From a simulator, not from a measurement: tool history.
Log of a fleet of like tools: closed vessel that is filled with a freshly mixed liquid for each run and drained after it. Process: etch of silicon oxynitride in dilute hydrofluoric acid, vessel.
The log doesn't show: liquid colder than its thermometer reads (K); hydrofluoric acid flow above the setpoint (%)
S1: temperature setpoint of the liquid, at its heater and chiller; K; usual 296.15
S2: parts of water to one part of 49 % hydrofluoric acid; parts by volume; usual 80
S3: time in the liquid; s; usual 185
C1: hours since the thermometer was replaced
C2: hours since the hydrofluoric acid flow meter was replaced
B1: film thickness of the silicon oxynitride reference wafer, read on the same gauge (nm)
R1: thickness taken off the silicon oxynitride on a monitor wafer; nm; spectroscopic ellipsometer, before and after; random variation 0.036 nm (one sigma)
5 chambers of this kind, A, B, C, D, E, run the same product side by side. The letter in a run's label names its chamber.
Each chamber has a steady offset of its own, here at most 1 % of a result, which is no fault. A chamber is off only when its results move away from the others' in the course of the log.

| run | hour | S1 | S2 | S3 | C1 | C2 | B1 | R1 |
|---|---|---|---|---|---|---|---|---|
| 1E | 9.8 | 296.15 | 80 | 185 | 125.1 | 514.1 | 90.009 | 5.5059 |
| 2A | 20.3 | 296.15 | 80 | 185 | 524.3 | 155.5 | 90.028 | 5.4529 |
| 3D | 29.6 | 296.15 | 80 | 185 | 531.6 | 1367.0 | 89.982 | 5.4180 |
| 4B | 39.2 | 296.15 | 80 | 185 | 1071.6 | 265.0 | 89.938 | 5.4144 |
| 5C | 46.3 | 296.15 | 80 | 185 | 710.9 | 55.5 | 90.020 | 5.5209 |
| 6D | 55.1 | 296.15 | 80 | 185 | 557.1 | 1392.5 | 90.027 | 5.3815 |
| 7A | 67.3 | 296.15 | 80 | 185 | 571.3 | 202.5 | 90.008 | 5.4515 |
| 8E | 76.4 | 296.15 | 80 | 185 | 191.7 | 580.7 | 90.011 | 5.4838 |
| 9B | 90.5 | 296.15 | 40 | 150 | 1122.9 | 316.3 | 90.008 | 9.2158 |
| 10C | 98.9 | 296.15 | 40 | 150 | 763.5 | 108.1 | 90.015 | 9.0336 |
| 11E | 113.4 | 296.15 | 40 | 150 | 228.7 | 617.7 | 89.948 | 9.1842 |
| 12C | 121.6 | 296.15 | 40 | 150 | 786.2 | 130.8 | 90.004 | 9.0756 |
| 13A | 131.3 | 296.15 | 40 | 150 | 635.3 | 266.5 | 90.016 | 9.1683 |
|  | 132.6 | chamber D: hydrofluoric acid flow meter replaced |
| 14B | 140.7 | 296.15 | 80 | 185 | 1173.1 | 366.5 | 89.979 | 5.3888 |
| 15D | 153.6 | 296.15 | 80 | 185 | 655.6 | 21.1 | 90.005 | 5.3929 |
| 16B | 161.5 | 296.15 | 80 | 185 | 1193.9 | 387.3 | 90.026 | 5.3172 |
| 17A | 171.1 | 296.15 | 80 | 185 | 675.1 | 306.3 | 90.010 | 5.4762 |
| 18C | 182.8 | 296.15 | 80 | 185 | 847.4 | 192.0 | 89.999 | 5.4905 |
| 19D | 190.0 | 296.15 | 80 | 185 | 692.0 | 57.5 | 90.001 | 5.4089 |
| 20E | 203.2 | 296.15 | 80 | 185 | 318.5 | 707.5 | 90.007 | 5.4939 |
|  | 208.8 | chamber D: thermometer replaced |
| 21D | 212.8 | 296.15 | 80 | 185 | 4.1 | 80.3 | 90.014 | 5.4500 |
| 22E | 224.0 | 296.15 | 80 | 185 | 339.3 | 728.3 | 89.987 | 5.4547 |
| 23C | 237.2 | 296.15 | 80 | 185 | 901.8 | 246.4 | 90.006 | 5.4967 |
| 24B | 244.9 | 296.15 | 80 | 185 | 1277.3 | 470.7 | 90.036 | 5.3758 |
| 25A | 257.3 | 296.15 | 80 | 185 | 761.3 | 392.5 | 90.016 | 5.4470 |
| 26D | 263.6 | 296.15 | 80 | 185 | 54.9 | 131.1 | 89.972 | 5.4168 |
| 27C | 270.7 | 296.15 | 80 | 185 | 935.3 | 279.9 | 90.011 | 5.3914 |
| 28E | 280.7 | 291.65 | 80 | 245 | 396.0 | 785.0 | 89.981 | 5.7453 |
| 29B | 288.1 | 291.65 | 80 | 245 | 1320.5 | 513.9 | 90.018 | 5.6263 |
| 30A | 295.5 | 291.65 | 80 | 245 | 799.5 | 430.7 | 90.014 | 5.8639 |
| 31E | 305.0 | 291.65 | 80 | 245 | 420.3 | 809.3 | 90.018 | 5.7612 |
| 32A | 317.7 | 291.65 | 80 | 245 | 821.7 | 452.9 | 90.020 | 5.8812 |
| 33C | 328.1 | 296.15 | 80 | 185 | 992.7 | 337.3 | 90.012 | 5.4086 |
| 34B | 341.9 | 296.15 | 80 | 185 | 1374.3 | 567.7 | 90.019 | 5.2447 |
| 35D | 351.9 | 294.65 | 95 | 185 | 143.2 | 219.4 | 89.980 | 4.2176 |
| 36D | 360.1 | 294.65 | 95 | 185 | 151.4 | 227.6 | 89.969 | 4.2053 |

What goes on in this fleet: one chamber off, a drifting gauge, or nothing beyond the chambers' own small offsets? Name the chamber and the cause, if any.

Chamber B drifts away from the others.
Cause: liquid colder than its thermometer reads (K) = 0.751.
The log may not tell that from: hydrofluoric acid flow below the setpoint (%).

Here are 4 candidates for chamber B's next run, each the usual settings with a change, their results left as question marks. Which one brings its results back in line with what the others give on the usual settings?
In line means no further than this from the other chambers' mean on the usual settings: R1 0.1300 nm
| 37B-1 | 370.6 | 296.65 | 75 | 185 |  |  |  | ? |
| 37B-2 | 370.6 | 297.15 | 80 | 185 |  |  |  | ? |
| 37B-3 | 370.6 | 295.15 | 80 | 185 |  |  |  | ? |
| 37B-4 | 370.6 | 295.65 | 85 | 185 |  |  |  | ? |

The other chambers' mean on the usual settings: R1 5.4585 nm
| run | R1 |
|---|---|
| 37B-1 | 5.7682 |
| 37B-2 | 5.5085 |
| 37B-3 | 5.0061 |
| 37B-4 | 4.8045 |
37B-2 brings the chamber back in line.

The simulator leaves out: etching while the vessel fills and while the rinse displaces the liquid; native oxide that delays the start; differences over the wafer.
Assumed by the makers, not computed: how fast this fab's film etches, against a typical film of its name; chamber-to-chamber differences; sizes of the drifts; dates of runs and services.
